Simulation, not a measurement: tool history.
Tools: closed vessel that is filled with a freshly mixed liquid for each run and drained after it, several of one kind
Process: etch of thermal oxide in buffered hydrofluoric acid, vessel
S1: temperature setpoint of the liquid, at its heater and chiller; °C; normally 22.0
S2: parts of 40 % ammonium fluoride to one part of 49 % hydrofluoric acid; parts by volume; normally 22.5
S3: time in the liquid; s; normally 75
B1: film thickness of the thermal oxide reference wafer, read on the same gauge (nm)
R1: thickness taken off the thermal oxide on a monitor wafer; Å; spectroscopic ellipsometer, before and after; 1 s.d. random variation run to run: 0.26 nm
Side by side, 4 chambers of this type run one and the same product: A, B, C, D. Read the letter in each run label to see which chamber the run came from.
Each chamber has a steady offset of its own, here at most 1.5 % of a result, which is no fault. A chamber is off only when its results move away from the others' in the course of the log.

run   hour    S1    S2   S3      B1      R1
 1A   11.0  22.0  22.5   75  80.012  363.30
 2C   20.7  22.0  22.5   75  79.986  367.90
 3B   29.8  22.0  22.5   75  79.988  366.72
 4D   36.7  22.0  22.5   75  79.997  362.66
 5C   43.1  18.5  22.5  100  79.973  406.48
 6B   49.8  18.5  22.5  100  80.009  401.73
 7A   57.5  18.5  22.5  100  80.002  391.73
 8D   64.1  18.5  22.5  100  79.991  402.91
      65.8  -- chamber D: hydrofluoric acid flow meter replaced
 9A   70.8  22.0  22.5   75  79.991  362.18
10B   80.5  22.0  22.5   75  80.018  361.85
11C   90.2  22.0  22.5   75  80.005  368.35
12D   97.3  22.0  22.5   75  79.992  368.32
13C  106.2  22.0  22.5   75  80.007  368.45
14B  111.3  22.0  22.5   75  79.987  361.57
15A  121.4  22.0  22.5   75  80.011  361.55
16D  131.6  22.0  22.5   75  80.009  364.17
17D  139.1  22.0  22.5   75  80.010  370.44
18C  144.7  22.0  22.5   75  79.982  368.60
19B  155.5  22.0  22.5   75  79.992  354.21
20A  164.1  22.0  22.5   75  80.020  361.82
21B  174.2  22.0  15.5   35  80.004  227.04
22A  180.3  22.0  15.5   35  79.987  235.71
23D  188.3  22.0  15.5   35  79.996  241.39
24C  197.7  22.0  15.5   35  80.017  240.25
25C  208.1  18.5  22.5   75  79.987  304.85
26A  218.0  18.5  22.5   75  79.994  295.64
27B  224.5  18.5  22.5   75  80.015  282.47
28D  234.4  18.5  22.5   75  80.016  301.65
29C  245.3  22.0  22.5   75  80.000  366.65
30A  255.9  22.0  22.5   75  80.005  362.09
31D  264.0  22.0  22.5   75  79.992  366.78
32B  275.1  22.0  22.5   75  80.003  348.76
33D  281.2  22.0  22.5   75  80.008  368.75
34B  289.0  22.0  22.5   75  80.006  336.29
35A  300.0  22.0  22.5   75  79.996  361.33
36C  306.6  22.0  18.0   50  80.013  299.23
37B  313.9  22.0  18.0   50  79.991  266.17
38D  324.8  22.0  18.0   50  80.006  294.46
39A  335.3  22.0  18.0   50  80.020  289.27
40C  341.4  22.0  22.5   75  79.996  367.59
41C  351.3  22.0  22.5   75  79.990  367.30
42A  362.0  22.0  22.5   75  79.991  360.33
43D  368.0  22.0  22.5   75  80.003  370.64

Has any chamber moved away from the others, gradually or after a service, or does the common gauge drift, or do the chambers differ only by their own small steady offsets? State the chamber and the most likely cause if one applies.

Little by little, chamber B moves away from the other chambers.
What lies behind it: hydrofluoric acid flow below the setpoint (%) = 11.9.
The log may not separate it from: liquid colder than its thermometer reads (K).

Below are 4 candidate recipes for chamber B's next run, each the usual settings with a change, their results shown as question marks. Which of them brings B's results back in line with what the other chambers give on the usual settings?
To be in line, a result may differ from the other chambers' mean on the usual settings by at most: R1 9.20 Å
44B-1  376.1  22.0  19.5  75       ?
44B-2  376.1  21.5  23.0  65       ?
44B-3  376.1  20.5  22.5  75       ?
44B-4  376.1  22.5  21.5  85       ?

The mean the other chambers reach with the usual settings: R1 365.59 Å
  run      R1
44B-1  364.98
44B-2  274.84
44B-3  304.22
44B-4  398.24
It is 44B-1 that realigns the chamber with its peers.
